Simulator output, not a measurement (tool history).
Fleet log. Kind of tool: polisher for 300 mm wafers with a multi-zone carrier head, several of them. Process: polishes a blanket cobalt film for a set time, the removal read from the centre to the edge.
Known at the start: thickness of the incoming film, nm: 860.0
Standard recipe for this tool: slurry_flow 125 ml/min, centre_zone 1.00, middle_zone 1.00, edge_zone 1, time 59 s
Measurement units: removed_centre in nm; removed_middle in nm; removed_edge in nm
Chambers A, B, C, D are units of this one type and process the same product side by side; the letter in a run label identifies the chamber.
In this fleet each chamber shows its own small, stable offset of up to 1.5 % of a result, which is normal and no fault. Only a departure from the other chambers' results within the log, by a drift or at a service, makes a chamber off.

run   hour  slurry_flow  centre_zone  middle_zone  edge_zone  time  removed_centre  removed_middle  removed_edge
 1A    5.0          125         1.00         1.00          1    59          302.33          302.39        299.28
       7.6  -- chamber D: worn pad replaced by a new one
 2C   10.4          125         1.00         1.00          1    59          306.76          296.12        297.27
 3B   16.2          125         1.00         1.00          1    59          304.35          300.58        311.87
 4D   20.3          125         1.00         1.00          1    59          296.22          295.38        300.19
 5A   27.8          125         1.00         1.00          1    59          301.58          298.92        307.75
 6D   31.8          125         1.00         1.00          1    59          297.85          305.12        308.28
 7C   35.2          125         1.00         1.00          1    59          293.16          297.56        300.10
 8B   41.3          125         1.00         1.00          1    59          292.24          295.32        302.30
      43.5  -- chamber D: centre zone pressure recalibrated
 9A   45.2          125         1.00         1.00          1    59          300.74          298.30        299.91
10C   50.5          125         1.00         1.00          1    59          301.96          297.27        301.78
11B   54.7          125         1.00         1.00          1    59          304.94          300.38        309.05
12D   58.6          125         1.00         1.00          1    59          274.49          300.22        301.87
13B   63.6          125         1.00         1.00          1    59          306.61          300.47        304.50
14D   67.8          125         1.07         1.00          1    59          292.52          304.80        302.63
15A   71.6          125         1.07         1.00          1    59          329.52          300.84        292.80
16C   76.4          125         1.07         1.00          1    59          325.19          295.79        294.40
      78.6  -- chamber B: worn pad replaced by a new one
      82.5  -- chamber A: worn pad replaced by a new one
17A   83.5          125         1.07         1.00          1    59          332.51          301.41        297.83
18B   87.6          125         1.00         1.00          1    59          294.73          298.56        308.27
19C   91.5          125         1.00         1.00          1    59          299.82          301.16        298.29
20D   98.7          125         1.00         1.00          1    44          202.30          225.59        224.14
21C  105.7          125         1.00         1.00          1    44          221.86          219.86        223.12
22A  109.0          125         1.00         1.00          1    44          226.40          225.05        221.07
23D  114.8          125         1.00         1.00          1    44          201.67          225.52        228.93
24B  122.1          125         1.00         1.00          1    59          303.32          296.40        302.28
     127.0  -- chamber D: worn pad replaced by a new one
25B  128.9          125         1.00         1.00          1    59          299.72          296.84        300.52
26C  132.5          125         1.00         1.00          1    59          301.71          292.16        295.52
27A  138.9          125         0.94         1.05          1    59          281.13          315.53        296.30
28D  143.7          125         0.94         1.05          1    59          255.76          316.96        304.80

Next, all 4 chambers run the settings below, one line each with question marks for the results. What does each chamber give?
29A  149.1          155         1.00         1.00          1    59               ?               ?             ?
29B  149.1          155         1.00         1.00          1    59               ?               ?             ?
29C  149.1          155         1.00         1.00          1    59               ?               ?             ?
29D  149.1          155         1.00         1.00          1    59               ?               ?             ?

run  removed_centre  removed_middle  removed_edge
29A          314.74          317.17        309.04
29B          315.05          314.94        310.08
29C          307.62          310.17        307.94
29D          291.88          311.93        310.52
